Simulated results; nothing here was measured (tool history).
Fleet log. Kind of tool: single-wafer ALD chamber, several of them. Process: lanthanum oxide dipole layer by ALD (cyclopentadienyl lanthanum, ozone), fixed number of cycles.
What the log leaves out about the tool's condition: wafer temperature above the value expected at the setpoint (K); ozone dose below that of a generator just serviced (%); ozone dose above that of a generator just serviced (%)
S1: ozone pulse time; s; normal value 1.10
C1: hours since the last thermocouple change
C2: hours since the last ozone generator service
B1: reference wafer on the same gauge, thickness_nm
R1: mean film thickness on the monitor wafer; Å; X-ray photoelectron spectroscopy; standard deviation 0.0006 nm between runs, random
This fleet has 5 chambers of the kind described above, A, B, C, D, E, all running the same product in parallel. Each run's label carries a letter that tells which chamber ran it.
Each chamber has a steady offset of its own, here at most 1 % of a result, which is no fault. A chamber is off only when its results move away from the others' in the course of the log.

-- hour=11.0 chamber C: ozone generator serviced
run 1A hour=14.6 | S1=1.10 | C1=756.8 C2=500.7 | B1=0.42104 | R1=5.1468
run 2E hour=27.9 | S1=1.10 | C1=723.5 C2=55.4 | B1=0.42112 | R1=5.1107
run 3D hour=41.8 | S1=1.10 | C1=202.4 C2=304.0 | B1=0.42120 | R1=5.1614
run 4B hour=52.1 | S1=1.10 | C1=1394.4 C2=419.8 | B1=0.42118 | R1=5.1304
run 5C hour=60.0 | S1=0.75 | C1=1427.1 C2=49.1 | B1=0.42128 | R1=4.4760
run 6A hour=75.3 | S1=0.75 | C1=817.5 C2=561.4 | B1=0.42136 | R1=4.5065
run 7D hour=82.0 | S1=0.75 | C1=242.6 C2=344.2 | B1=0.42131 | R1=4.5130
run 8E hour=95.1 | S1=0.75 | C1=790.7 C2=122.6 | B1=0.42137 | R1=4.4691
run 9B hour=101.9 | S1=0.75 | C1=1444.2 C2=469.6 | B1=0.42148 | R1=4.4695
run 10C hour=110.3 | S1=1.10 | C1=1477.4 C2=99.4 | B1=0.42143 | R1=5.1506
run 11A hour=117.2 | S1=1.10 | C1=859.4 C2=603.3 | B1=0.42167 | R1=5.1629
-- hour=125.6 chamber B: thermocouple changed; heater temperature recalibrated
run 12B hour=127.2 | S1=1.10 | C1=1.6 C2=494.9 | B1=0.42157 | R1=5.1179
run 13E hour=137.5 | S1=1.10 | C1=833.1 C2=165.0 | B1=0.42155 | R1=5.1292
run 14D hour=147.5 | S1=1.10 | C1=308.1 C2=409.7 | B1=0.42179 | R1=5.1661
run 15C hour=162.7 | S1=1.10 | C1=1529.8 C2=151.8 | B1=0.42174 | R1=5.1552
run 16E hour=171.2 | S1=1.10 | C1=866.8 C2=198.7 | B1=0.42178 | R1=5.1137
run 17C hour=186.5 | S1=1.10 | C1=1553.6 C2=175.6 | B1=0.42178 | R1=5.1523
run 18B hour=200.7 | S1=1.10 | C1=75.1 C2=568.4 | B1=0.42201 | R1=5.1247
run 19D hour=213.8 | S1=1.10 | C1=374.4 C2=476.0 | B1=0.42199 | R1=5.1716
run 20A hour=222.1 | S1=0.86 | C1=964.3 C2=708.2 | B1=0.42199 | R1=4.7653
-- hour=225.0 chamber D: ozone generator serviced
run 21E hour=231.2 | S1=0.86 | C1=926.8 C2=258.7 | B1=0.42202 | R1=4.7391
run 22C hour=244.6 | S1=0.86 | C1=1611.7 C2=233.7 | B1=0.42200 | R1=4.7432
run 23A hour=257.7 | S1=0.86 | C1=999.9 C2=743.8 | B1=0.42211 | R1=4.7678
run 24D hour=272.6 | S1=0.86 | C1=433.2 C2=47.6 | B1=0.42213 | R1=4.7761
run 25B hour=281.9 | S1=1.10 | C1=156.3 C2=649.6 | B1=0.42217 | R1=5.1298
run 26A hour=292.9 | S1=1.10 | C1=1035.1 C2=779.0 | B1=0.42215 | R1=5.1593
run 27C hour=301.1 | S1=1.10 | C1=1668.2 C2=290.2 | B1=0.42221 | R1=5.1598
run 28E hour=308.1 | S1=1.10 | C1=1003.7 C2=335.6 | B1=0.42241 | R1=5.1445
run 29D hour=319.1 | S1=1.10 | C1=479.7 C2=94.1 | B1=0.42229 | R1=5.1812
run 30B hour=327.1 | S1=1.10 | C1=201.5 C2=694.8 | B1=0.42235 | R1=5.1356
run 31E hour=341.3 | S1=1.10 | C1=1036.9 C2=368.8 | B1=0.42257 | R1=5.1355
run 32A hour=354.8 | S1=1.10 | C1=1097.0 C2=840.9 | B1=0.42254 | R1=5.1433
run 33B hour=369.1 | S1=1.10 | C1=243.5 C2=736.8 | B1=0.42254 | R1=5.1362
run 34C hour=381.8 | S1=1.10 | C1=1748.9 C2=370.9 | B1=0.42256 | R1=5.1613
run 35D hour=392.1 | S1=1.10 | C1=552.7 C2=167.1 | B1=0.42254 | R1=5.1787
run 36A hour=399.1 | S1=1.10 | C1=1141.3 C2=885.2 | B1=0.42270 | R1=5.1631
run 37D hour=413.1 | S1=1.10 | C1=573.7 C2=188.1 | B1=0.42285 | R1=5.1885
run 38B hour=421.9 | S1=0.67 | C1=296.3 C2=789.6 | B1=0.42288 | R1=4.2550
run 39E hour=430.7 | S1=0.67 | C1=1126.3 C2=458.2 | B1=0.42285 | R1=4.2543
run 40C hour=438.7 | S1=0.67 | C1=1805.8 C2=427.8 | B1=0.42299 | R1=4.2629
run 41B hour=445.3 | S1=0.67 | C1=319.7 C2=813.0 | B1=0.42303 | R1=4.2556
run 42C hour=454.9 | S1=0.67 | C1=1822.0 C2=444.0 | B1=0.42289 | R1=4.2679

One chamber off, gauge drift, or nothing amiss beyond the chambers' own small offsets? If it is a chamber, which one, and what is the likeliest cause?

Every chamber seems to shift together because the gauge that measures them all drifts; the chambers themselves are fine.
Likeliest cause: gauge reads high (%) = 0.477.
